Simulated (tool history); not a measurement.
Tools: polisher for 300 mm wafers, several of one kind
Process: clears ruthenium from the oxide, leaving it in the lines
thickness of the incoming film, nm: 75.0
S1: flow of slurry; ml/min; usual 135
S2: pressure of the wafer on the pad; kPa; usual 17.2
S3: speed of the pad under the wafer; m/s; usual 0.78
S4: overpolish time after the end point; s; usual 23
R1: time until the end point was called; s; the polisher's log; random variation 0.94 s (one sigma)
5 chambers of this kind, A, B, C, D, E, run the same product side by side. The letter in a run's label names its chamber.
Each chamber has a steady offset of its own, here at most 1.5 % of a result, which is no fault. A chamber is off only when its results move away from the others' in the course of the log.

{"run": "1E", "hour": 7.1, "S1": 135, "S2": 17.2, "S3": 0.78, "S4": 23, "R1": 70.079}
{"hour": 12.7, "done": "chamber A: worn pad replaced by a new one"}
{"run": "2C", "hour": 16.7, "S1": 135, "S2": 17.2, "S3": 0.78, "S4": 23, "R1": 68.821}
{"run": "3D", "hour": 21.8, "S1": 135, "S2": 17.2, "S3": 0.78, "S4": 23, "R1": 70.976}
{"hour": 22.3, "done": "chamber B: worn pad replaced by a new one"}
{"run": "4B", "hour": 29.4, "S1": 135, "S2": 17.2, "S3": 0.78, "S4": 23, "R1": 69.452}
{"run": "5A", "hour": 38.2, "S1": 135, "S2": 17.2, "S3": 0.78, "S4": 23, "R1": 72.478}
{"hour": 39.9, "done": "chamber A: head pressure recalibrated"}
{"run": "6E", "hour": 43.2, "S1": 105, "S2": 17.2, "S3": 0.78, "S4": 23, "R1": 76.616}
{"run": "7D", "hour": 48.4, "S1": 105, "S2": 17.2, "S3": 0.78, "S4": 23, "R1": 76.314}
{"hour": 51.7, "done": "chamber C: worn pad replaced by a new one"}
{"run": "8B", "hour": 57.6, "S1": 105, "S2": 17.2, "S3": 0.78, "S4": 23, "R1": 73.639}
{"run": "9C", "hour": 62.7, "S1": 105, "S2": 17.2, "S3": 0.78, "S4": 23, "R1": 73.202}
{"run": "10A", "hour": 70.9, "S1": 105, "S2": 17.2, "S3": 0.78, "S4": 23, "R1": 73.881}
{"hour": 75.3, "done": "chamber D: worn pad replaced by a new one"}
{"run": "11B", "hour": 79.4, "S1": 135, "S2": 17.2, "S3": 0.78, "S4": 23, "R1": 70.572}
{"run": "12D", "hour": 88.3, "S1": 135, "S2": 17.2, "S3": 0.78, "S4": 23, "R1": 71.229}
{"hour": 89.2, "done": "chamber E: slurry nozzle cleaned"}
{"run": "13C", "hour": 92.9, "S1": 135, "S2": 17.2, "S3": 0.78, "S4": 23, "R1": 68.127}
{"run": "14E", "hour": 101.0, "S1": 135, "S2": 17.2, "S3": 0.78, "S4": 23, "R1": 72.266}
{"hour": 104.4, "done": "chamber B: worn pad replaced by a new one"}
{"hour": 107.7, "done": "chamber B: head pressure recalibrated"}
{"run": "15A", "hour": 109.3, "S1": 135, "S2": 17.2, "S3": 0.78, "S4": 23, "R1": 68.734}
{"run": "16B", "hour": 115.3, "S1": 135, "S2": 17.2, "S3": 0.78, "S4": 23, "R1": 70.145}
{"run": "17E", "hour": 124.9, "S1": 135, "S2": 17.2, "S3": 0.78, "S4": 23, "R1": 70.023}
{"hour": 133.0, "done": "chamber E: worn pad replaced by a new one"}
{"run": "18D", "hour": 133.3, "S1": 135, "S2": 17.2, "S3": 0.78, "S4": 23, "R1": 71.598}
{"hour": 140.3, "done": "chamber A: worn pad replaced by a new one"}
{"run": "19C", "hour": 141.8, "S1": 135, "S2": 17.2, "S3": 0.78, "S4": 23, "R1": 69.786}
{"run": "20A", "hour": 151.4, "S1": 135, "S2": 17.2, "S3": 0.78, "S4": 23, "R1": 70.909}
{"run": "21E", "hour": 159.4, "S1": 135, "S2": 17.2, "S3": 0.78, "S4": 23, "R1": 70.951}
{"hour": 162.6, "done": "chamber C: slurry nozzle cleaned"}
{"hour": 165.4, "done": "chamber C: worn pad replaced by a new one"}
{"hour": 166.4, "done": "chamber A: slurry nozzle cleaned"}
{"run": "22D", "hour": 166.4, "S1": 135, "S2": 17.2, "S3": 0.78, "S4": 23, "R1": 72.941}
{"run": "23A", "hour": 170.9, "S1": 135, "S2": 17.2, "S3": 0.78, "S4": 23, "R1": 70.739}
{"run": "24C", "hour": 177.8, "S1": 135, "S2": 17.2, "S3": 0.78, "S4": 23, "R1": 70.983}
{"run": "25B", "hour": 184.6, "S1": 135, "S2": 17.2, "S3": 0.78, "S4": 23, "R1": 70.359}
{"hour": 187.3, "done": "chamber B: worn pad replaced by a new one"}
{"hour": 189.8, "done": "chamber C: head pressure recalibrated"}
{"run": "26D", "hour": 194.2, "S1": 135, "S2": 17.2, "S3": 0.78, "S4": 23, "R1": 73.615}
{"run": "27C", "hour": 203.9, "S1": 135, "S2": 17.2, "S3": 0.78, "S4": 23, "R1": 70.464}
{"run": "28A", "hour": 209.7, "S1": 135, "S2": 17.2, "S3": 0.78, "S4": 23, "R1": 69.37}
{"run": "29B", "hour": 218.5, "S1": 135, "S2": 17.2, "S3": 0.78, "S4": 23, "R1": 70.406}
{"run": "30E", "hour": 222.9, "S1": 135, "S2": 17.2, "S3": 0.78, "S4": 23, "R1": 71.834}
{"run": "31B", "hour": 232.5, "S1": 135, "S2": 17.2, "S3": 0.78, "S4": 36, "R1": 71.744}
{"hour": 234.6, "done": "chamber D: worn pad replaced by a new one"}
{"run": "32C", "hour": 241.3, "S1": 135, "S2": 17.2, "S3": 0.78, "S4": 36, "R1": 69.372}
{"hour": 244.1, "done": "chamber A: worn pad replaced by a new one"}
{"run": "33E", "hour": 250.9, "S1": 135, "S2": 17.2, "S3": 0.78, "S4": 36, "R1": 71.32}
{"run": "34A", "hour": 259.9, "S1": 135, "S2": 17.2, "S3": 0.78, "S4": 36, "R1": 71.43}
{"hour": 264.6, "done": "chamber B: worn pad replaced by a new one"}
{"run": "35D", "hour": 267.2, "S1": 135, "S2": 17.2, "S3": 0.78, "S4": 36, "R1": 77.53}
{"run": "36C", "hour": 274.1, "S1": 135, "S2": 17.2, "S3": 0.96, "S4": 23, "R1": 55.589}
{"hour": 280.4, "done": "chamber E: worn pad replaced by a new one"}
{"run": "37B", "hour": 283.7, "S1": 135, "S2": 17.2, "S3": 0.96, "S4": 23, "R1": 56.707}
{"run": "38E", "hour": 293.2, "S1": 135, "S2": 17.2, "S3": 0.96, "S4": 23, "R1": 57.711}
{"run": "39D", "hour": 299.2, "S1": 135, "S2": 17.2, "S3": 0.96, "S4": 23, "R1": 63.736}
{"run": "40A", "hour": 305.1, "S1": 135, "S2": 17.2, "S3": 0.96, "S4": 23, "R1": 56.614}
{"run": "41E", "hour": 313.5, "S1": 135, "S2": 17.2, "S3": 0.78, "S4": 18, "R1": 71.341}
{"run": "42A", "hour": 322.9, "S1": 135, "S2": 17.2, "S3": 0.78, "S4": 18, "R1": 70.9}

Next, every chamber runs the same settings. What will each give?
{"run": "43A", "hour": 330.0, "S1": 135, "S2": 17.2, "S3": 0.78, "S4": 23, "R1": "?"}
{"run": "43B", "hour": 330.0, "S1": 135, "S2": 17.2, "S3": 0.78, "S4": 23, "R1": "?"}
{"run": "43C", "hour": 330.0, "S1": 135, "S2": 17.2, "S3": 0.78, "S4": 23, "R1": "?"}
{"run": "43D", "hour": 330.0, "S1": 135, "S2": 17.2, "S3": 0.78, "S4": 23, "R1": "?"}
{"run": "43E", "hour": 330.0, "S1": 135, "S2": 17.2, "S3": 0.78, "S4": 23, "R1": "?"}

run=43A R1=69.858
run=43B R1=72.254
run=43C R1=69.263
run=43D R1=78.838
run=43E R1=69.535
